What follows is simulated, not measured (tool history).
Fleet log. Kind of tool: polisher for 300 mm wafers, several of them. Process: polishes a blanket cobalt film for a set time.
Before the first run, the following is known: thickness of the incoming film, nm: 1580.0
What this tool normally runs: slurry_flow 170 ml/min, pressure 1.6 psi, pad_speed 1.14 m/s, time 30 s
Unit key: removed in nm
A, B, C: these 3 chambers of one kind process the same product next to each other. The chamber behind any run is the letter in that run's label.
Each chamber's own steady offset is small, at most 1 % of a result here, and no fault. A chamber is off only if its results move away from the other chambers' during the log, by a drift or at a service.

| run | hour | slurry_flow | pressure | pad_speed | time | removed |
|---|---|---|---|---|---|---|
| 1C | 5.5 | 170 | 1.6 | 1.14 | 30 | 152.33 |
| 2A | 11.2 | 170 | 1.6 | 1.14 | 30 | 152.25 |
| 3B | 19 | 170 | 1.6 | 1.14 | 30 | 151.42 |
|  | 20.6 | chamber C: worn pad replaced by a new one |
| 4B | 29.3 | 170 | 1.6 | 1.14 | 30 | 149.54 |
| 5C | 36 | 170 | 1.6 | 1.14 | 30 | 149.58 |
| 6A | 42.5 | 170 | 1.6 | 1.14 | 30 | 151.79 |
| 7C | 49.2 | 170 | 1.6 | 1.14 | 30 | 150.98 |
| 8A | 60.3 | 210 | 1.3 | 1.14 | 30 | 127.39 |
| 9B | 68.1 | 210 | 1.3 | 1.14 | 30 | 123.26 |
| 10C | 78.7 | 210 | 1.3 | 1.14 | 30 | 124.37 |
| 11B | 84.5 | 170 | 1.6 | 1.14 | 30 | 149.79 |
| 12A | 92.7 | 170 | 1.6 | 1.14 | 30 | 148.91 |
|  | 96.2 | chamber B: slurry nozzle cleaned |
| 13B | 103.4 | 170 | 1.6 | 1.14 | 30 | 147.17 |
| 14A | 111.1 | 170 | 1.6 | 1.14 | 30 | 149.86 |
|  | 119 | chamber C: worn pad replaced by a new one |
| 15C | 121.6 | 170 | 1.6 | 1.14 | 30 | 153.81 |
| 16A | 128.3 | 170 | 1.6 | 1.14 | 30 | 148.05 |
| 17C | 134.9 | 170 | 1.6 | 1.14 | 30 | 152.97 |
| 18B | 142.3 | 170 | 1.6 | 1.14 | 30 | 138.65 |
| 19B | 153.4 | 170 | 1.6 | 1.14 | 30 | 140.1 |
|  | 154.6 | chamber A: worn pad replaced by a new one |
| 20A | 160.8 | 170 | 1.6 | 1.14 | 30 | 150.69 |

One chamber off, gauge drift, or nothing amiss beyond the chambers' own small offsets? If it is a chamber, which one, and what is the likeliest cause?

Little by little, chamber B moves away from the other chambers.
Most likely cause: removal rate lost through wear of the pad, % = 7.52.
The log may not tell that from: head's pressure below its setpoint, %.

Chamber B could run next with any of the 4 candidate recipes listed below; each alters the usual settings, and their results appear as question marks. Which one brings its results back in line with what the other chambers deliver on the usual settings?
In line means no further than this from the other chambers' mean on the usual settings: removed 6.2 nm
| 21B-1 | 169.8 | 170 | 1.6 | 1.06 | 30 | ? |
| 21B-2 | 169.8 | 170 | 1.6 | 1.22 | 30 | ? |
| 21B-3 | 169.8 | 170 | 1.5 | 1.08 | 29 | ? |
| 21B-4 | 169.8 | 175 | 1.6 | 1.32 | 30 | ? |

The other chambers' mean on the usual settings: removed 150.69 nm
| run | removed |
|---|---|
| 21B-1 | 129.82 |
| 21B-2 | 149.1 |
| 21B-3 | 119.95 |
| 21B-4 | 161.86 |
It is 21B-2 that realigns the chamber with its peers.
